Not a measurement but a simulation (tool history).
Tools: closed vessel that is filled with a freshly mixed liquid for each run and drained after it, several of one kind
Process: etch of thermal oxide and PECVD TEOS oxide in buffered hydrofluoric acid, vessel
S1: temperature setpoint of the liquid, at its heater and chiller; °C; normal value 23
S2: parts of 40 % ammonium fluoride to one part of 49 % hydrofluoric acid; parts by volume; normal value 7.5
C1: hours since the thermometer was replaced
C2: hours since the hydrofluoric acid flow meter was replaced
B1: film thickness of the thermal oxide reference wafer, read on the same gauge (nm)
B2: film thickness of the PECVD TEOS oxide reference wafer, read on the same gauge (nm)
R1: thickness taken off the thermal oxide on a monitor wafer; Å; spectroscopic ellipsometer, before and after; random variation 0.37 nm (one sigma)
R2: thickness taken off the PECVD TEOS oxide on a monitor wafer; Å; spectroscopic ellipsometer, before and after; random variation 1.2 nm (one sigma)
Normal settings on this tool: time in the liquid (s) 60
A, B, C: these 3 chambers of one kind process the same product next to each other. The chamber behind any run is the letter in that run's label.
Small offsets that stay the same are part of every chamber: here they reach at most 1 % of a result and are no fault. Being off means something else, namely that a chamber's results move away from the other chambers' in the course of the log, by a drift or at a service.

run 1C day=0.250 | S1=23 S2=7.5 time_in_the_liquid_(s)=60 | C1=213.4 C2=1401.2 | B1=50.036 B2=60.004 | R1=874.45 R2=1185.60
-- day=0.408 chamber B: thermometer replaced
run 2B day=0.675 | S1=23 S2=7.5 time_in_the_liquid_(s)=60 | C1=6.4 C2=1986.2 | B1=50.003 B2=59.996 | R1=869.09 R2=1197.20
run 3A day=1.054 | S1=23 S2=7.5 time_in_the_liquid_(s)=60 | C1=738.8 C2=105.7 | B1=49.987 B2=60.020 | R1=868.54 R2=1183.00
run 4C day=1.296 | S1=23 S2=7.5 time_in_the_liquid_(s)=60 | C1=238.5 C2=1426.3 | B1=50.003 B2=59.964 | R1=883.42 R2=1163.40
run 5A day=1.550 | S1=23 S2=7.5 time_in_the_liquid_(s)=60 | C1=750.7 C2=117.6 | B1=49.954 B2=59.972 | R1=870.60 R2=1177.50
run 6B day=1.842 | S1=23 S2=7.5 time_in_the_liquid_(s)=60 | C1=34.4 C2=2014.2 | B1=50.017 B2=59.981 | R1=875.26 R2=1176.80
run 7B day=2.279 | S1=23 S2=7.5 time_in_the_liquid_(s)=60 | C1=44.9 C2=2024.7 | B1=49.965 B2=59.989 | R1=860.50 R2=1189.70
run 8A day=2.667 | S1=23 S2=7.5 time_in_the_liquid_(s)=60 | C1=777.5 C2=144.4 | B1=50.007 B2=60.016 | R1=874.00 R2=1164.20
run 9C day=3.025 | S1=23 S2=7.5 time_in_the_liquid_(s)=60 | C1=280.0 C2=1467.8 | B1=50.016 B2=59.988 | R1=873.90 R2=1198.80
run 10B day=3.246 | S1=20 S2=7.5 time_in_the_liquid_(s)=40 | C1=68.1 C2=2047.9 | B1=50.006 B2=59.995 | R1=488.64 R2=674.25
run 11C day=3.492 | S1=20 S2=7.5 time_in_the_liquid_(s)=40 | C1=291.2 C2=1479.0 | B1=50.005 B2=59.999 | R1=495.10 R2=670.07
run 12A day=3.917 | S1=20 S2=7.5 time_in_the_liquid_(s)=40 | C1=807.5 C2=174.4 | B1=49.976 B2=59.995 | R1=486.33 R2=651.36
run 13C day=4.354 | S1=23 S2=7.5 time_in_the_liquid_(s)=60 | C1=311.9 C2=1499.7 | B1=49.990 B2=60.016 | R1=876.25 R2=1191.80
run 14A day=4.600 | S1=23 S2=10.0 time_in_the_liquid_(s)=45 | C1=823.9 C2=190.8 | B1=49.994 B2=59.984 | R1=498.83 R2=672.19
run 15B day=4.867 | S1=23 S2=10.0 time_in_the_liquid_(s)=45 | C1=107.0 C2=2086.8 | B1=49.970 B2=59.970 | R1=505.95 R2=688.91
run 16B day=5.325 | S1=23 S2=10.0 time_in_the_liquid_(s)=45 | C1=118.0 C2=2097.8 | B1=50.027 B2=59.998 | R1=504.35 R2=687.62
run 17A day=5.583 | S1=23 S2=7.5 time_in_the_liquid_(s)=60 | C1=847.5 C2=214.4 | B1=49.981 B2=59.974 | R1=872.40 R2=1200.60
run 18C day=5.921 | S1=23 S2=7.5 time_in_the_liquid_(s)=60 | C1=349.5 C2=1537.3 | B1=49.986 B2=60.024 | R1=878.22 R2=1169.70
run 19A day=6.258 | S1=23 S2=7.5 time_in_the_liquid_(s)=60 | C1=863.7 C2=230.6 | B1=49.986 B2=60.009 | R1=864.76 R2=1162.40
run 20C day=6.621 | S1=23 S2=7.5 time_in_the_liquid_(s)=60 | C1=366.3 C2=1554.1 | B1=49.975 B2=59.994 | R1=884.51 R2=1179.30
run 21B day=6.942 | S1=23 S2=7.5 time_in_the_liquid_(s)=60 | C1=156.8 C2=2136.6 | B1=49.979 B2=59.997 | R1=868.48 R2=1180.90
run 22C day=7.312 | S1=23 S2=7.5 time_in_the_liquid_(s)=60 | C1=382.9 C2=1570.7 | B1=49.991 B2=59.997 | R1=869.76 R2=1171.90
run 23A day=7.608 | S1=23 S2=7.5 time_in_the_liquid_(s)=60 | C1=896.1 C2=263.0 | B1=50.010 B2=60.013 | R1=865.93 R2=1164.80
run 24B day=7.896 | S1=23 S2=7.5 time_in_the_liquid_(s)=60 | C1=179.7 C2=2159.5 | B1=49.986 B2=59.991 | R1=870.63 R2=1207.10
run 25C day=8.304 | S1=23 S2=7.5 time_in_the_liquid_(s)=60 | C1=406.7 C2=1594.5 | B1=50.020 B2=60.020 | R1=868.93 R2=1180.50
run 26B day=8.588 | S1=23 S2=7.5 time_in_the_liquid_(s)=60 | C1=196.3 C2=2176.1 | B1=49.992 B2=60.012 | R1=867.56 R2=1185.20
run 27A day=8.912 | S1=20 S2=7.5 time_in_the_liquid_(s)=85 | C1=927.4 C2=294.3 | B1=50.040 B2=60.003 | R1=1036.50 R2=1426.40
run 28A day=9.317 | S1=20 S2=7.5 time_in_the_liquid_(s)=85 | C1=937.1 C2=304.0 | B1=49.985 B2=59.966 | R1=1042.40 R2=1431.30
run 29B day=9.592 | S1=20 S2=7.5 time_in_the_liquid_(s)=85 | C1=220.4 C2=2200.2 | B1=49.973 B2=60.004 | R1=1048.10 R2=1430.70
run 30C day=9.896 | S1=23 S2=7.5 time_in_the_liquid_(s)=60 | C1=444.9 C2=1632.7 | B1=50.004 B2=60.003 | R1=874.70 R2=1185.90
run 31C day=10.208 | S1=23 S2=7.5 time_in_the_liquid_(s)=60 | C1=452.4 C2=1640.2 | B1=49.992 B2=59.996 | R1=874.69 R2=1188.00
run 32B day=10.521 | S1=23 S2=7.5 time_in_the_liquid_(s)=60 | C1=242.7 C2=2222.5 | B1=49.977 B2=60.005 | R1=858.18 R2=1196.00
run 33A day=10.833 | S1=23 S2=7.5 time_in_the_liquid_(s)=60 | C1=973.5 C2=340.4 | B1=50.005 B2=60.006 | R1=865.97 R2=1189.60
run 34C day=11.046 | S1=23 S2=7.5 time_in_the_liquid_(s)=60 | C1=472.5 C2=1660.3 | B1=50.021 B2=59.985 | R1=876.60 R2=1165.80
run 35B day=11.292 | S1=23 S2=7.5 time_in_the_liquid_(s)=60 | C1=261.2 C2=2241.0 | B1=50.001 B2=60.007 | R1=863.94 R2=1188.60
run 36A day=11.625 | S1=23 S2=7.5 time_in_the_liquid_(s)=60 | C1=992.5 C2=359.4 | B1=50.014 B2=60.009 | R1=869.67 R2=1180.70
run 37B day=12.046 | S1=23 S2=7.5 time_in_the_liquid_(s)=60 | C1=279.3 C2=2259.1 | B1=49.986 B2=59.984 | R1=862.45 R2=1190.20
run 38C day=12.467 | S1=23 S2=7.5 time_in_the_liquid_(s)=60 | C1=506.6 C2=1694.4 | B1=50.004 B2=59.977 | R1=881.00 R2=1183.40
run 39A day=12.725 | S1=23 S2=7.5 time_in_the_liquid_(s)=60 | C1=1018.9 C2=385.8 | B1=50.025 B2=60.009 | R1=872.10 R2=1180.90
run 40A day=13.054 | S1=23 S2=7.5 time_in_the_liquid_(s)=90 | C1=1026.8 C2=393.7 | B1=50.025 B2=59.983 | R1=1310.60 R2=1731.40
run 41B day=13.417 | S1=23 S2=7.5 time_in_the_liquid_(s)=90 | C1=312.2 C2=2292.0 | B1=49.949 B2=60.015 | R1=1304.20 R2=1811.40

Read the log: is a single chamber off, either drifting away or since a service, is the gauge that measures every chamber drifting, or is nothing wrong beyond small per-chamber offsets? Name any odd chamber and what most likely caused it.

Neither any chamber nor the gauge drifts; the chambers differ only by their own small, steady offsets.
